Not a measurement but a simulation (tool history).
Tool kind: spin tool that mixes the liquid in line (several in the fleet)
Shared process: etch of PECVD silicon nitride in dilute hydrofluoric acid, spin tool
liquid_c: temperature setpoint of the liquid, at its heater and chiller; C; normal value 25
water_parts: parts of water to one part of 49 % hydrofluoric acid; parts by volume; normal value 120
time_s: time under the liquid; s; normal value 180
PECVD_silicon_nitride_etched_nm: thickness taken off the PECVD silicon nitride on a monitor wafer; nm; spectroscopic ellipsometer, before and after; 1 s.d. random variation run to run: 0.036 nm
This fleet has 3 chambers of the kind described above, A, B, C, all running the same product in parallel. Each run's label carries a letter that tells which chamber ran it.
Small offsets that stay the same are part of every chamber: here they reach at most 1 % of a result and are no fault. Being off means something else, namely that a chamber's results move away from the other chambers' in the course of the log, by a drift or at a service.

run,day,liquid_c,water_parts,time_s,"read-back film thickness of the PECVD silicon nitride reference wafer, read on the same gauge (nm)",PECVD_silicon_nitride_etched_nm
1A,0.242,25,120,180,89.998,7.207
2C,0.4,25,120,180,89.998,7.159
3B,0.65,25,120,180,90,7.1172
4C,0.8,25,120,180,89.991,7.0512
5A,0.95,25,120,180,90.019,7.1509
6B,1.079,25,120,180,89.985,7.0889
7B,1.254,25,120,180,89.983,7.2154
8C,1.462,25,120,180,89.966,7.0579
9A,1.671,25,120,180,90.026,7.1325
10C,1.812,25,120,180,89.989,7.1655
11B,1.967,25,120,180,89.983,7.1543
12A,2.154,25,120,180,90.038,7.1401
13B,2.362,25,120,250,89.959,9.8922
14A,2.588,25,120,250,89.973,9.9448
15C,2.712,25,120,250,90.018,9.8243
16A,2.954,25,120,180,89.952,7.1629
17C,3.092,25,120,215,90.029,8.5351
18B,3.242,25,120,215,89.985,8.545
19C,3.404,25,120,215,90.041,8.5777
20B,3.642,25,120,180,90,7.1398
21A,3.871,25,120,180,89.992,7.2266
22B,4.017,25,120,180,89.977,7.1252
23C,4.238,25,120,270,89.967,10.733
24A,4.45,25,120,270,89.976,10.719
25A,4.592,25,120,270,90.049,10.67
26C,4.696,25,120,180,90.014,7.1192
# day 4.796: chamber B: hydrofluoric acid flow meter replaced
27B,4.921,25,120,180,90.002,7.2024
28C,5.108,25,120,180,89.978,7.0813
29A,5.308,25,120,180,89.961,7.1346
30B,5.475,25,120,180,90.024,7.0746
31A,5.688,25,120,180,89.953,7.1571
32C,5.888,25,120,180,89.965,7.1762
33B,6.046,25,120,180,90.021,7.1562
34A,6.258,25,120,180,89.975,7.1516
35C,6.429,25,120,180,89.995,7.1742
36B,6.542,25,120,180,90.005,7.128
37B,6.712,25,120,180,89.979,7.1233
38A,6.883,25,120,180,90.019,7.1536
39C,7.029,25,120,180,89.99,7.0917
40A,7.221,28.5,170,180,89.983,6.3347
41C,7.429,28.5,170,180,89.994,6.2718
42B,7.638,28.5,170,180,89.987,6.3408

Is one chamber off against the others, does the gauge drift, or is nothing wrong? If a chamber is off, say which, and what the likeliest cause is.

All chambers stay in line apart from their small fixed offsets, and the gauge does not drift.

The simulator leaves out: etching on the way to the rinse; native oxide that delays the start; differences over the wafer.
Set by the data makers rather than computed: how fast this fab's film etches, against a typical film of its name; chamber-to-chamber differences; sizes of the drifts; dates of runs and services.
